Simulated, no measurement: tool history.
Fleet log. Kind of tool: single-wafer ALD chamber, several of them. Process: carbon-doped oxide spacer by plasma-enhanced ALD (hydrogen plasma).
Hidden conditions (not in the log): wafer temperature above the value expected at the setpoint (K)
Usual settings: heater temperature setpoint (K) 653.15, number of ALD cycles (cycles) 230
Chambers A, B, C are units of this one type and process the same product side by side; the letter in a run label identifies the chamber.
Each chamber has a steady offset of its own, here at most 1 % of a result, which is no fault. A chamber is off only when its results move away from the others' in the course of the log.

run	hour	heater temperature setpoint (K)	number of ALD cycles (cycles)	hours since the last thermocouple change	read-back reference wafer on the same gauge, thickness_nm	mean film thickness on the monitor wafer (nm)
1B	11.3	653.15	230	1261.4	12.406	11.446
2A	18.1	653.15	230	677.5	12.410	11.450
3C	29.6	653.15	230	628.3	12.405	11.561
4B	37.3	653.15	230	1287.4	12.415	11.453
5A	45.7	653.15	230	705.1	12.417	11.448
6C	52.0	653.15	230	650.7	12.427	11.569
7C	60.7	653.15	230	659.4	12.418	11.609
8A	67.0	653.15	230	726.4	12.426	11.453
9B	75.0	653.15	230	1325.1	12.428	11.493
10A	86.5	653.15	230	745.9	12.434	11.464
11B	94.5	653.15	230	1344.6	12.437	11.468
12C	105.6	653.15	230	704.3	12.437	11.560
13C	113.5	653.15	230	712.2	12.444	11.582
14A	119.3	653.15	230	778.7	12.439	11.461
15B	130.5	664.15	247	1380.6	12.446	12.339
16A	137.3	664.15	247	796.7	12.446	12.307
17C	143.2	664.15	247	741.9	12.452	12.483
18B	154.7	653.15	230	1404.8	12.459	11.489
19A	165.1	653.15	230	824.5	12.458	11.519
20C	170.8	653.15	230	769.5	12.459	11.626
21B	183.0	653.15	230	1433.1	12.465	11.475
22C	192.0	653.15	230	790.7	12.473	11.625
23B	199.3	653.15	230	1449.4	12.474	11.503
24A	210.2	642.15	230	869.6	12.475	11.509

Next, all 3 chambers run the settings below, one line each with question marks for the results. What does each chamber give?
25A	218.9	653.15	230			?
25B	218.9	653.15	230			?
25C	218.9	653.15	230			?

run	mean film thickness on the monitor wafer (nm)
25A	11.534
25B	11.500
25C	11.619
